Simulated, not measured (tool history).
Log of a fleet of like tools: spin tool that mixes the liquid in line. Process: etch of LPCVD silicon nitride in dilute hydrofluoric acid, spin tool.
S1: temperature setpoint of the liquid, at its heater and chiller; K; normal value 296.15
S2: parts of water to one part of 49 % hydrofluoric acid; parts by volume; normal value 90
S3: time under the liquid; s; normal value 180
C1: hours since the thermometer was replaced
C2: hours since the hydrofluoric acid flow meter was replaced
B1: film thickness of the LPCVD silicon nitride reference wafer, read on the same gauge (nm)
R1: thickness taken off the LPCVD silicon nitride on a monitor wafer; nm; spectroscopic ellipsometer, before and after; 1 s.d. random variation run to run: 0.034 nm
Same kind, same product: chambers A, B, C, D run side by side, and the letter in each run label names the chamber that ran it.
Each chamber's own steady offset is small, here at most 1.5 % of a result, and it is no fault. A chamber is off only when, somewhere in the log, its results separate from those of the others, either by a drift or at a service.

run   hour      S1  S2   S3      C1      C2      B1       R1
 1D   13.7  296.15  90  180  1241.2   423.9  29.987  0.94544
 2C   25.4  296.15  90  180   655.8  1834.8  30.063  0.99088
 3A   35.7  296.15  90  180   358.8  1672.8  29.986  0.92828
 4B   44.4  296.15  90  180  2542.7    1001  30.033  0.95794
 5C   54.2  296.15  90  180   684.6  1863.6  30.007  0.91582
 6D     67  296.15  90  180  1294.5   477.2  29.973  0.95709
 7B   81.8  296.15  90  180  2580.1  1038.4  29.983  0.91218
 8A     94  296.15  90  180   417.1  1731.1  30.018  0.98353
 9D  100.5  296.15  90  180    1328   510.7  29.967  0.97898
     101.6  -- chamber D: thermometer replaced
10B  109.4  296.15  90  180  2607.7    1066  30.061    0.931
11C  117.8  296.15  90  180   748.2  1927.2  30.001  0.89744
12A  124.7  296.15  90  180   447.8  1761.8  29.993  0.96193
13D  138.5  296.15  90  180      37   548.7  30.052  0.90804
     149.4  -- chamber B: hydrofluoric acid flow meter replaced
     150.3  -- chamber B: thermometer replaced
14B  151.6  296.15  90  180     1.4     2.3  29.991   1.0066
15A  162.1  296.15  90  180   485.2  1799.2  30.034  0.96195
16C  174.8  296.15  90  180   805.2  1984.2  30.035  0.88196
17A  189.6  296.15  90  270   512.7  1826.7  29.997   1.3783
18B  196.9  296.15  90  270    46.7    47.6  30.051   1.4525
19D  205.2  296.15  90  270   103.7   615.4  30.018   1.3701
20C  218.7  296.15  90  270   849.1  2028.1  30.017   1.4442
     222.9  -- chamber D: hydrofluoric acid flow meter replaced
21C    229  296.15  90  180   859.4  2038.4  29.966  0.88428
22A  238.1  296.15  90  180   561.2  1875.2  29.995  0.95967
23B  247.4  296.15  90  180    97.2    98.1  30.005  0.97497
24D  256.4  296.15  90  180   154.9    33.6   29.99   0.9737
25C  264.6  296.15  90  180     895    2074   29.92  0.93174
26A  273.1  296.15  90  180   596.2  1910.2  29.988  0.93097
27B  285.3  296.15  90  180   135.1     136  30.002  0.90481
28D    299  296.15  90  180   197.5    76.2  30.029  0.95472
29A  308.6  296.15  90  180   631.7  1945.7  29.959  0.84952
30B  316.1  296.15  90  180   165.9   166.8  29.989  0.95961

What goes on in this fleet: one chamber off, a drifting gauge, or nothing beyond the chambers' own small offsets? Name the chamber and the cause, if any.

The fleet is healthy, with each chamber sitting at its usual small offset and no drift in the gauge.
